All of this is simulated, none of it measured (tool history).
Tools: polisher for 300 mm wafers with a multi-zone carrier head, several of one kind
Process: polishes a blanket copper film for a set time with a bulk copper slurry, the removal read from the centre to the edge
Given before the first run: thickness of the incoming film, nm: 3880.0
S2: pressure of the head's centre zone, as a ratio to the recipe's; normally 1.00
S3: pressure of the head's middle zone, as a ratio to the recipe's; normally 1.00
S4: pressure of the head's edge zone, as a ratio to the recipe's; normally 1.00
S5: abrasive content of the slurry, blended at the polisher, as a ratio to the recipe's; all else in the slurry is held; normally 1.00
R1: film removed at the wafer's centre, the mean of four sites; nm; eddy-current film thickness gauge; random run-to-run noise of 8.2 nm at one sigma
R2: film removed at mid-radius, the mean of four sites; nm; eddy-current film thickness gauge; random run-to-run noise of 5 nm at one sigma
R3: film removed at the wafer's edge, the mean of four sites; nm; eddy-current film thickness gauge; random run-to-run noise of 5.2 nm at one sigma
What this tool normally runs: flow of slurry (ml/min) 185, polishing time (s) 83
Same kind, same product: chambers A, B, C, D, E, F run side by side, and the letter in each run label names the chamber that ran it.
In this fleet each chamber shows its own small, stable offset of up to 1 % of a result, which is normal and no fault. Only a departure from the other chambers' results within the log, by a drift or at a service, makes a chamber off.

run 1C hour=4.5 | flow_of_slurry_(ml/min)=185 S2=1.00 S3=1.00 S4=1.00 S5=1.00 polishing_time_(s)=83 | R1=668.31 R2=676.78 R3=672.95
run 2F hour=9.4 | flow_of_slurry_(ml/min)=185 S2=1.00 S3=1.00 S4=1.00 S5=1.00 polishing_time_(s)=83 | R1=693.67 R2=685.21 R3=687.16
run 3A hour=12.3 | flow_of_slurry_(ml/min)=185 S2=1.00 S3=1.00 S4=1.00 S5=1.00 polishing_time_(s)=83 | R1=686.52 R2=681.83 R3=674.31
run 4E hour=17.6 | flow_of_slurry_(ml/min)=185 S2=1.00 S3=1.00 S4=1.00 S5=1.00 polishing_time_(s)=83 | R1=677.94 R2=682.54 R3=686.91
-- hour=17.8 chamber F: worn pad replaced by a new one
-- hour=22.6 chamber A: centre zone pressure recalibrated
run 5D hour=23.0 | flow_of_slurry_(ml/min)=230 S2=1.00 S3=1.00 S4=1.00 S5=1.00 polishing_time_(s)=83 | R1=720.06 R2=701.02 R3=690.96
-- hour=23.6 chamber C: centre zone pressure recalibrated
-- hour=24.9 chamber A: worn pad replaced by a new one
run 6B hour=26.5 | flow_of_slurry_(ml/min)=230 S2=1.00 S3=1.00 S4=1.00 S5=1.00 polishing_time_(s)=83 | R1=695.17 R2=704.14 R3=701.25
run 7F hour=32.1 | flow_of_slurry_(ml/min)=230 S2=1.00 S3=1.00 S4=1.00 S5=1.00 polishing_time_(s)=83 | R1=710.79 R2=697.98 R3=702.69
run 8D hour=36.7 | flow_of_slurry_(ml/min)=230 S2=1.00 S3=1.00 S4=1.00 S5=1.00 polishing_time_(s)=83 | R1=713.62 R2=698.38 R3=685.92
run 9C hour=41.2 | flow_of_slurry_(ml/min)=230 S2=1.00 S3=1.00 S4=1.00 S5=1.00 polishing_time_(s)=83 | R1=701.64 R2=704.84 R3=683.71
run 10A hour=45.6 | flow_of_slurry_(ml/min)=230 S2=1.00 S3=1.00 S4=1.00 S5=1.00 polishing_time_(s)=83 | R1=703.32 R2=704.39 R3=693.64
run 11B hour=48.9 | flow_of_slurry_(ml/min)=185 S2=1.00 S3=1.00 S4=1.00 S5=1.00 polishing_time_(s)=83 | R1=675.15 R2=691.60 R3=683.22
run 12E hour=54.1 | flow_of_slurry_(ml/min)=185 S2=1.00 S3=1.00 S4=1.00 S5=1.00 polishing_time_(s)=83 | R1=675.53 R2=683.61 R3=686.93
run 13C hour=57.0 | flow_of_slurry_(ml/min)=185 S2=1.00 S3=1.00 S4=1.00 S5=1.00 polishing_time_(s)=83 | R1=677.38 R2=671.11 R3=680.56
run 14F hour=62.4 | flow_of_slurry_(ml/min)=185 S2=0.93 S3=1.00 S4=1.00 S5=0.75 polishing_time_(s)=83 | R1=601.84 R2=636.40 R3=642.22
run 15E hour=65.2 | flow_of_slurry_(ml/min)=185 S2=0.93 S3=1.00 S4=1.00 S5=0.75 polishing_time_(s)=83 | R1=581.76 R2=639.70 R3=637.04
-- hour=69.1 chamber B: worn pad replaced by a new one
run 16B hour=69.4 | flow_of_slurry_(ml/min)=185 S2=0.93 S3=1.00 S4=1.00 S5=0.75 polishing_time_(s)=83 | R1=574.49 R2=643.74 R3=632.84
run 17A hour=74.2 | flow_of_slurry_(ml/min)=185 S2=0.93 S3=1.00 S4=1.00 S5=0.75 polishing_time_(s)=83 | R1=584.95 R2=635.99 R3=639.80
run 18D hour=77.4 | flow_of_slurry_(ml/min)=185 S2=0.93 S3=1.00 S4=1.00 S5=0.75 polishing_time_(s)=83 | R1=595.04 R2=638.67 R3=641.55
run 19C hour=81.1 | flow_of_slurry_(ml/min)=185 S2=0.93 S3=1.00 S4=1.00 S5=0.75 polishing_time_(s)=83 | R1=592.25 R2=634.88 R3=640.20
run 20F hour=84.4 | flow_of_slurry_(ml/min)=185 S2=1.00 S3=1.00 S4=1.00 S5=1.00 polishing_time_(s)=83 | R1=697.26 R2=684.99 R3=677.57
-- hour=85.0 chamber A: slurry nozzle cleaned
run 21B hour=87.3 | flow_of_slurry_(ml/min)=185 S2=1.00 S3=1.00 S4=1.00 S5=1.00 polishing_time_(s)=83 | R1=676.48 R2=688.85 R3=679.23
run 22D hour=91.3 | flow_of_slurry_(ml/min)=150 S2=1.00 S3=1.07 S4=1.00 S5=1.00 polishing_time_(s)=83 | R1=671.25 R2=697.37 R3=662.63
-- hour=95.4 chamber E: edge zone pressure recalibrated
run 23A hour=96.1 | flow_of_slurry_(ml/min)=150 S2=1.00 S3=1.07 S4=1.00 S5=1.00 polishing_time_(s)=83 | R1=661.15 R2=699.48 R3=664.49
run 24E hour=100.7 | flow_of_slurry_(ml/min)=150 S2=1.00 S3=1.07 S4=1.00 S5=1.00 polishing_time_(s)=83 | R1=651.11 R2=693.00 R3=669.11
-- hour=101.7 chamber D: worn pad replaced by a new one
-- hour=103.9 chamber C: worn pad replaced by a new one
run 25F hour=106.0 | flow_of_slurry_(ml/min)=150 S2=1.00 S3=1.07 S4=1.00 S5=1.00 polishing_time_(s)=83 | R1=654.80 R2=713.92 R3=666.55
-- hour=107.9 chamber A: worn pad replaced by a new one
run 26E hour=110.8 | flow_of_slurry_(ml/min)=150 S2=1.00 S3=1.07 S4=1.00 S5=1.00 polishing_time_(s)=83 | R1=642.83 R2=707.47 R3=660.49
run 27B hour=115.4 | flow_of_slurry_(ml/min)=150 S2=1.00 S3=1.07 S4=1.00 S5=1.00 polishing_time_(s)=83 | R1=656.71 R2=703.85 R3=655.86
run 28C hour=120.7 | flow_of_slurry_(ml/min)=185 S2=1.00 S3=1.00 S4=1.00 S5=1.00 polishing_time_(s)=83 | R1=678.30 R2=674.51 R3=680.85
run 29D hour=123.9 | flow_of_slurry_(ml/min)=185 S2=1.00 S3=1.00 S4=1.00 S5=1.00 polishing_time_(s)=66 | R1=546.44 R2=541.50 R3=542.18
run 30A hour=126.7 | flow_of_slurry_(ml/min)=185 S2=1.00 S3=1.00 S4=1.00 S5=1.00 polishing_time_(s)=66 | R1=532.90 R2=539.96 R3=541.53
run 31F hour=132.3 | flow_of_slurry_(ml/min)=185 S2=1.00 S3=1.00 S4=1.00 S5=1.00 polishing_time_(s)=66 | R1=549.99 R2=540.85 R3=541.50
run 32A hour=135.8 | flow_of_slurry_(ml/min)=185 S2=1.00 S3=1.00 S4=1.00 S5=1.00 polishing_time_(s)=66 | R1=540.82 R2=538.14 R3=544.84
-- hour=140.8 chamber F: worn pad replaced by a new one
run 33D hour=140.9 | flow_of_slurry_(ml/min)=185 S2=1.00 S3=1.00 S4=1.00 S5=1.00 polishing_time_(s)=66 | R1=543.20 R2=545.78 R3=540.84
run 34E hour=145.9 | flow_of_slurry_(ml/min)=185 S2=1.00 S3=1.00 S4=1.00 S5=1.00 polishing_time_(s)=66 | R1=533.34 R2=542.05 R3=530.08
run 35C hour=149.1 | flow_of_slurry_(ml/min)=185 S2=1.00 S3=1.00 S4=1.00 S5=1.00 polishing_time_(s)=83 | R1=692.38 R2=673.27 R3=685.63
run 36B hour=153.1 | flow_of_slurry_(ml/min)=185 S2=1.00 S3=1.09 S4=1.00 S5=1.00 polishing_time_(s)=83 | R1=667.00 R2=735.16 R3=682.19
run 37A hour=157.8 | flow_of_slurry_(ml/min)=185 S2=1.00 S3=1.09 S4=1.00 S5=1.00 polishing_time_(s)=83 | R1=683.58 R2=731.29 R3=684.89
-- hour=158.9 chamber D: slurry nozzle cleaned
run 38D hour=161.5 | flow_of_slurry_(ml/min)=185 S2=1.00 S3=1.09 S4=1.00 S5=1.00 polishing_time_(s)=83 | R1=671.65 R2=740.89 R3=676.36
run 39B hour=166.5 | flow_of_slurry_(ml/min)=185 S2=1.00 S3=1.09 S4=1.00 S5=1.00 polishing_time_(s)=83 | R1=686.60 R2=735.31 R3=679.43
run 40C hour=171.2 | flow_of_slurry_(ml/min)=185 S2=1.00 S3=1.09 S4=1.00 S5=1.00 polishing_time_(s)=83 | R1=687.14 R2=720.50 R3=670.41
run 41E hour=175.8 | flow_of_slurry_(ml/min)=185 S2=1.00 S3=1.09 S4=1.00 S5=1.00 polishing_time_(s)=83 | R1=678.43 R2=749.06 R3=685.92
run 42F hour=180.1 | flow_of_slurry_(ml/min)=185 S2=1.00 S3=1.00 S4=1.00 S5=1.00 polishing_time_(s)=83 | R1=683.59 R2=674.97 R3=681.66

All chambers now run identical settings, listed one chamber a line with results as question marks. What results will each chamber show?
run 43A hour=184.2 | flow_of_slurry_(ml/min)=185 S2=1.00 S3=1.00 S4=1.07 S5=1.00 polishing_time_(s)=83 | R1=? R2=? R3=?
run 43B hour=184.2 | flow_of_slurry_(ml/min)=185 S2=1.00 S3=1.00 S4=1.07 S5=1.00 polishing_time_(s)=83 | R1=? R2=? R3=?
run 43C hour=184.2 | flow_of_slurry_(ml/min)=185 S2=1.00 S3=1.00 S4=1.07 S5=1.00 polishing_time_(s)=83 | R1=? R2=? R3=?
run 43D hour=184.2 | flow_of_slurry_(ml/min)=185 S2=1.00 S3=1.00 S4=1.07 S5=1.00 polishing_time_(s)=83 | R1=? R2=? R3=?
run 43E hour=184.2 | flow_of_slurry_(ml/min)=185 S2=1.00 S3=1.00 S4=1.07 S5=1.00 polishing_time_(s)=83 | R1=? R2=? R3=?
run 43F hour=184.2 | flow_of_slurry_(ml/min)=185 S2=1.00 S3=1.00 S4=1.07 S5=1.00 polishing_time_(s)=83 | R1=? R2=? R3=?

run=43A R1=692.94 R2=673.67 R3=689.19
run=43B R1=662.06 R2=678.93 R3=712.74
run=43C R1=689.69 R2=677.04 R3=697.92
run=43D R1=691.18 R2=674.00 R3=713.64
run=43E R1=683.12 R2=682.57 R3=699.93
run=43F R1=687.57 R2=681.48 R3=713.29
